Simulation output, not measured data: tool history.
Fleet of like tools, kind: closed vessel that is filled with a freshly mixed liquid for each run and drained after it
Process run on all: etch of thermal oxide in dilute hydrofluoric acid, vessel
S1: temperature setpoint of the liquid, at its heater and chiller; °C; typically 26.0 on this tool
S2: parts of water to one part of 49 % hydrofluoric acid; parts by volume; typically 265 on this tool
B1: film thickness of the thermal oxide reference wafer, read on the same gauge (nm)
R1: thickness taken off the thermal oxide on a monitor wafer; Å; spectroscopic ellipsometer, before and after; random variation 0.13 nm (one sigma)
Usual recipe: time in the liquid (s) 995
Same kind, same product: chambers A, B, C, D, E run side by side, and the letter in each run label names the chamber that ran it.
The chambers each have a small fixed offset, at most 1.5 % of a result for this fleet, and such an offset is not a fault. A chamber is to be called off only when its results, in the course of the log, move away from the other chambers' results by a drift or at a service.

Run 1E, hour 4.7: usual settings; B1 120.01. Result: R1 156.910 Å.
Run 2C, hour 10.3: usual settings; B1 119.97. Result: R1 154.010 Å.
Run 3D, hour 16.5: usual settings; B1 120.03. Result: R1 156.680 Å.
Run 4A, hour 19.8: usual settings; B1 120.02. Result: R1 155.100 Å.
Run 5B, hour 23.3: usual settings; B1 119.98. Result: R1 157.490 Å.
Run 6C, hour 28.2: usual settings; B1 120.01. Result: R1 153.870 Å.
Run 7B, hour 33.1: usual settings but S1 22.5 °C, time in the liquid (s) 440; B1 120.00. Result: R1 61.345 Å.
Run 8E, hour 39.4: usual settings but S1 22.5 °C, time in the liquid (s) 440; B1 120.01. Result: R1 61.255 Å.
Run 9A, hour 44.3: usual settings but S1 22.5 °C, time in the liquid (s) 440; B1 120.00. Result: R1 61.196 Å.
Run 10D, hour 50.8: usual settings but S1 22.5 °C, time in the liquid (s) 440; B1 119.96. Result: R1 61.964 Å.
Run 11C, hour 55.2: usual settings but S1 22.5 °C, time in the liquid (s) 440; B1 120.00. Result: R1 59.688 Å.
Run 12A, hour 58.2: usual settings; B1 119.97. Result: R1 154.380 Å.
Run 13E, hour 63.7: usual settings; B1 120.02. Result: R1 156.180 Å.
Run 14B, hour 67.5: usual settings; B1 119.99. Result: R1 157.400 Å.
Run 15D, hour 73.8: usual settings but S1 27.5 °C, time in the liquid (s) 1290; B1 119.99. Result: R1 214.160 Å.
Run 16D, hour 77.7: usual settings but S1 27.5 °C, time in the liquid (s) 1290; B1 119.99. Result: R1 215.190 Å.
Run 17A, hour 83.7: usual settings but S1 27.5 °C, time in the liquid (s) 1290; B1 120.01. Result: R1 211.900 Å.
Run 18E, hour 89.6: usual settings but S1 27.5 °C, time in the liquid (s) 1290; B1 119.97. Result: R1 215.240 Å.
Run 19C, hour 95.2: usual settings but S1 27.5 °C, time in the liquid (s) 1290; B1 120.00. Result: R1 208.690 Å.
Run 20B, hour 101.4: usual settings; B1 119.98. Result: R1 159.200 Å.
Run 21D, hour 105.4: usual settings; B1 119.99. Result: R1 153.790 Å.
Run 22A, hour 110.9: usual settings; B1 120.00. Result: R1 153.960 Å.
Run 23E, hour 116.0: usual settings; B1 120.05. Result: R1 155.790 Å.
Run 24B, hour 120.9: usual settings; B1 120.01. Result: R1 153.910 Å.
Run 25C, hour 127.3: usual settings; B1 120.02. Result: R1 153.080 Å.
Run 26C, hour 132.9: usual settings; B1 120.02. Result: R1 154.150 Å.
Run 27D, hour 137.8: usual settings but S2 200 parts by volume, time in the liquid (s) 720; B1 120.01. Result: R1 156.910 Å.
Run 28E, hour 142.4: usual settings but S2 200 parts by volume, time in the liquid (s) 720; B1 119.99. Result: R1 164.660 Å.
Run 29B, hour 145.7: usual settings but S2 200 parts by volume, time in the liquid (s) 720; B1 120.02. Result: R1 160.860 Å.
Run 30A, hour 151.6: usual settings but S2 200 parts by volume, time in the liquid (s) 720; B1 120.00. Result: R1 158.480 Å.
Run 31A, hour 154.8: usual settings but S2 200 parts by volume, time in the liquid (s) 720; B1 120.01. Result: R1 156.760 Å.
Run 32C, hour 160.4: usual settings but S2 310 parts by volume, time in the liquid (s) 785; B1 120.02. Result: R1 99.092 Å.
Run 33D, hour 166.8: usual settings but S2 310 parts by volume, time in the liquid (s) 785; B1 120.00. Result: R1 95.704 Å.
Run 34B, hour 172.1: usual settings but S2 310 parts by volume, time in the liquid (s) 785; B1 120.00. Result: R1 101.500 Å.
Run 35E, hour 176.8: usual settings but S2 310 parts by volume, time in the liquid (s) 785; B1 120.02. Result: R1 100.310 Å.

Decide between three cases: one chamber stands off from its peers, the gauge reading all wafers drifts, or nothing is wrong past each chamber's small offset. Where a chamber is off, say which and what most likely put it there.

It is chamber D that slowly wanders off from its peers.
Most likely cause: hydrofluoric acid flow below the setpoint (%) = 5.59.
With only this log, it may be confused with: liquid colder than its thermometer reads (K).

Chamber D could run next with any of the 4 candidate recipes listed below; each alters the usual settings, and their results appear as question marks. Which one brings its results back in line with what the other chambers deliver on the usual settings?
In-line tolerance around the mean of the other chambers on the usual settings: R1 4.600 Å
Run 36D-1, hour 181.5: usual settings but S1 26.5 °C, S2 240 parts by volume. Result: R1 ?.
Run 36D-2, hour 181.5: usual settings but time in the liquid (s) 930. Result: R1 ?.
Run 36D-3, hour 181.5: usual settings but S1 22.0 °C. Result: R1 ?.
Run 36D-4, hour 181.5: usual settings but S2 250 parts by volume. Result: R1 ?.

Usual-settings mean across the other chambers: R1 155.660 Å
  run       R1
36D-1  168.040
36D-2  135.930
36D-3  126.420
36D-4  156.760
36D-4 is the one that brings the chamber's results back in line with the other chambers.
